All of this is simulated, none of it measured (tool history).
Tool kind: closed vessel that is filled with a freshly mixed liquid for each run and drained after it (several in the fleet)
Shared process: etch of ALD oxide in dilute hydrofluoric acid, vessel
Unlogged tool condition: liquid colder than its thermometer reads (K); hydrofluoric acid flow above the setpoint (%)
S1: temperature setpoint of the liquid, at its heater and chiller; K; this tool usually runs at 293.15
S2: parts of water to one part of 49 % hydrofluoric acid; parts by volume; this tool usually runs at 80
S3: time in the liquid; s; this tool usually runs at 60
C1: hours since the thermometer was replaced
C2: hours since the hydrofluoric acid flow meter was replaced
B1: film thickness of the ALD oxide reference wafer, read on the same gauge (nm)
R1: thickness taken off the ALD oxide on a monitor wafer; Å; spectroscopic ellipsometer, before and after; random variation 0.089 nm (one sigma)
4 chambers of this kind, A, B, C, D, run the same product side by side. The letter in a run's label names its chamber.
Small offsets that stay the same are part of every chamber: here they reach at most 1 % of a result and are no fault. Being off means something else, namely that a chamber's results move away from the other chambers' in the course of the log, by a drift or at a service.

{"run": "1C", "hour": 13.3, "S1": 293.15, "S2": 80, "S3": 60, "C1": 201.9, "C2": 155.4, "B1": 70.006, "R1": 118.84}
{"run": "2D", "hour": 25.0, "S1": 293.15, "S2": 80, "S3": 60, "C1": 929.6, "C2": 1075.1, "B1": 69.989, "R1": 121.8}
{"run": "3B", "hour": 35.2, "S1": 293.15, "S2": 80, "S3": 60, "C1": 2403.5, "C2": 221.9, "B1": 70.002, "R1": 122.23}
{"run": "4A", "hour": 43.7, "S1": 293.15, "S2": 80, "S3": 60, "C1": 1521.6, "C2": 137.9, "B1": 69.983, "R1": 121.53}
{"run": "5D", "hour": 52.8, "S1": 293.15, "S2": 80, "S3": 80, "C1": 957.4, "C2": 1102.9, "B1": 69.984, "R1": 160.89}
{"run": "6B", "hour": 66.6, "S1": 293.15, "S2": 80, "S3": 80, "C1": 2434.9, "C2": 253.3, "B1": 69.998, "R1": 159.56}
{"run": "7C", "hour": 80.7, "S1": 293.15, "S2": 80, "S3": 80, "C1": 269.3, "C2": 222.8, "B1": 70.003, "R1": 160.36}
{"run": "8A", "hour": 88.6, "S1": 293.15, "S2": 80, "S3": 80, "C1": 1566.5, "C2": 182.8, "B1": 70.023, "R1": 160.43}
{"run": "9A", "hour": 99.9, "S1": 293.15, "S2": 80, "S3": 60, "C1": 1577.8, "C2": 194.1, "B1": 70.028, "R1": 119.62}
{"run": "10D", "hour": 110.1, "S1": 293.15, "S2": 80, "S3": 60, "C1": 1014.7, "C2": 1160.2, "B1": 69.985, "R1": 120.54}
{"run": "11C", "hour": 117.2, "S1": 293.15, "S2": 80, "S3": 60, "C1": 305.8, "C2": 259.3, "B1": 69.984, "R1": 118.61}
{"run": "12B", "hour": 128.7, "S1": 293.15, "S2": 80, "S3": 60, "C1": 2497.0, "C2": 315.4, "B1": 69.995, "R1": 120.01}
{"run": "13D", "hour": 138.7, "S1": 293.15, "S2": 80, "S3": 60, "C1": 1043.3, "C2": 1188.8, "B1": 69.989, "R1": 120.74}
{"run": "14C", "hour": 152.5, "S1": 293.15, "S2": 80, "S3": 60, "C1": 341.1, "C2": 294.6, "B1": 70.006, "R1": 116.85}
{"run": "15A", "hour": 161.0, "S1": 293.15, "S2": 80, "S3": 60, "C1": 1638.9, "C2": 255.2, "B1": 70.012, "R1": 119.46}
{"run": "16B", "hour": 172.0, "S1": 293.15, "S2": 80, "S3": 60, "C1": 2540.3, "C2": 358.7, "B1": 69.996, "R1": 121.59}
{"run": "17D", "hour": 178.1, "S1": 293.15, "S2": 80, "S3": 60, "C1": 1082.7, "C2": 1228.2, "B1": 70.015, "R1": 120.99}
{"run": "18B", "hour": 186.0, "S1": 293.15, "S2": 80, "S3": 60, "C1": 2554.3, "C2": 372.7, "B1": 69.985, "R1": 119.59}
{"run": "19A", "hour": 193.3, "S1": 293.15, "S2": 80, "S3": 60, "C1": 1671.2, "C2": 287.5, "B1": 69.997, "R1": 120.13}
{"run": "20C", "hour": 206.1, "S1": 290.15, "S2": 45, "S3": 60, "C1": 394.7, "C2": 348.2, "B1": 69.993, "R1": 193.68}
{"run": "21C", "hour": 215.3, "S1": 290.15, "S2": 45, "S3": 60, "C1": 403.9, "C2": 357.4, "B1": 69.981, "R1": 195.07}
{"hour": 216.8, "done": "chamber D: thermometer replaced"}
{"run": "22D", "hour": 221.6, "S1": 290.15, "S2": 45, "S3": 60, "C1": 4.8, "C2": 1271.7, "B1": 69.993, "R1": 199.02}
{"hour": 224.7, "done": "chamber B: thermometer replaced"}
{"run": "23B", "hour": 233.8, "S1": 290.15, "S2": 45, "S3": 60, "C1": 9.2, "C2": 420.5, "B1": 70.008, "R1": 196.08}
{"run": "24A", "hour": 243.9, "S1": 293.15, "S2": 80, "S3": 60, "C1": 1721.8, "C2": 338.1, "B1": 70.008, "R1": 119.46}
{"run": "25D", "hour": 258.0, "S1": 293.15, "S2": 80, "S3": 60, "C1": 41.2, "C2": 1308.1, "B1": 70.005, "R1": 122.85}
{"run": "26B", "hour": 265.9, "S1": 293.15, "S2": 80, "S3": 60, "C1": 41.3, "C2": 452.6, "B1": 69.984, "R1": 119.95}
{"run": "27A", "hour": 273.9, "S1": 293.15, "S2": 80, "S3": 60, "C1": 1751.8, "C2": 368.1, "B1": 69.998, "R1": 120.16}
{"run": "28C", "hour": 284.8, "S1": 293.15, "S2": 80, "S3": 60, "C1": 473.4, "C2": 426.9, "B1": 70.02, "R1": 118.87}
{"run": "29C", "hour": 298.4, "S1": 293.15, "S2": 80, "S3": 60, "C1": 487.0, "C2": 440.5, "B1": 69.997, "R1": 120.45}
{"hour": 301.7, "done": "chamber A: hydrofluoric acid flow meter replaced"}
{"run": "30B", "hour": 311.7, "S1": 293.15, "S2": 80, "S3": 60, "C1": 87.1, "C2": 498.4, "B1": 69.999, "R1": 120.67}
{"run": "31A", "hour": 318.0, "S1": 293.15, "S2": 80, "S3": 60, "C1": 1795.9, "C2": 16.4, "B1": 70.015, "R1": 120.85}
{"run": "32D", "hour": 328.5, "S1": 293.15, "S2": 45, "S3": 60, "C1": 111.7, "C2": 1378.6, "B1": 69.986, "R1": 231.25}
{"run": "33A", "hour": 340.8, "S1": 293.15, "S2": 45, "S3": 60, "C1": 1818.7, "C2": 39.2, "B1": 69.987, "R1": 222.31}
{"run": "34B", "hour": 354.4, "S1": 293.15, "S2": 45, "S3": 60, "C1": 129.8, "C2": 541.1, "B1": 69.987, "R1": 227.6}
{"run": "35C", "hour": 361.5, "S1": 293.15, "S2": 45, "S3": 60, "C1": 550.1, "C2": 503.6, "B1": 70.001, "R1": 220.11}
{"run": "36D", "hour": 368.0, "S1": 293.15, "S2": 80, "S3": 60, "C1": 151.2, "C2": 1418.1, "B1": 70.027, "R1": 126.04}
{"run": "37A", "hour": 379.2, "S1": 290.15, "S2": 105, "S3": 60, "C1": 1857.1, "C2": 77.6, "B1": 69.974, "R1": 78.162}
{"run": "38D", "hour": 387.9, "S1": 290.15, "S2": 105, "S3": 60, "C1": 171.1, "C2": 1438.0, "B1": 70.006, "R1": 82.445}
{"run": "39C", "hour": 402.0, "S1": 290.15, "S2": 105, "S3": 60, "C1": 590.6, "C2": 544.1, "B1": 69.996, "R1": 78.939}
{"run": "40B", "hour": 412.6, "S1": 290.15, "S2": 105, "S3": 60, "C1": 188.0, "C2": 599.3, "B1": 69.995, "R1": 79.422}
{"run": "41B", "hour": 422.2, "S1": 293.15, "S2": 80, "S3": 60, "C1": 197.6, "C2": 608.9, "B1": 70.013, "R1": 119.52}
{"run": "42D", "hour": 431.4, "S1": 293.15, "S2": 80, "S3": 60, "C1": 214.6, "C2": 1481.5, "B1": 70.007, "R1": 126.16}
{"run": "43A", "hour": 439.0, "S1": 293.15, "S2": 80, "S3": 60, "C1": 1916.9, "C2": 137.4, "B1": 70.026, "R1": 121.19}

All chambers now run identical settings, listed one chamber a line with results as question marks. What results will each chamber show?
{"run": "44A", "hour": 449.0, "S1": 297.15, "S2": 80, "S3": 60, "R1": "?"}
{"run": "44B", "hour": 449.0, "S1": 297.15, "S2": 80, "S3": 60, "R1": "?"}
{"run": "44C", "hour": 449.0, "S1": 297.15, "S2": 80, "S3": 60, "R1": "?"}
{"run": "44D", "hour": 449.0, "S1": 297.15, "S2": 80, "S3": 60, "R1": "?"}

run=44A R1=139.460
run=44B R1=144.400
run=44C R1=139.120
run=44D R1=149.520
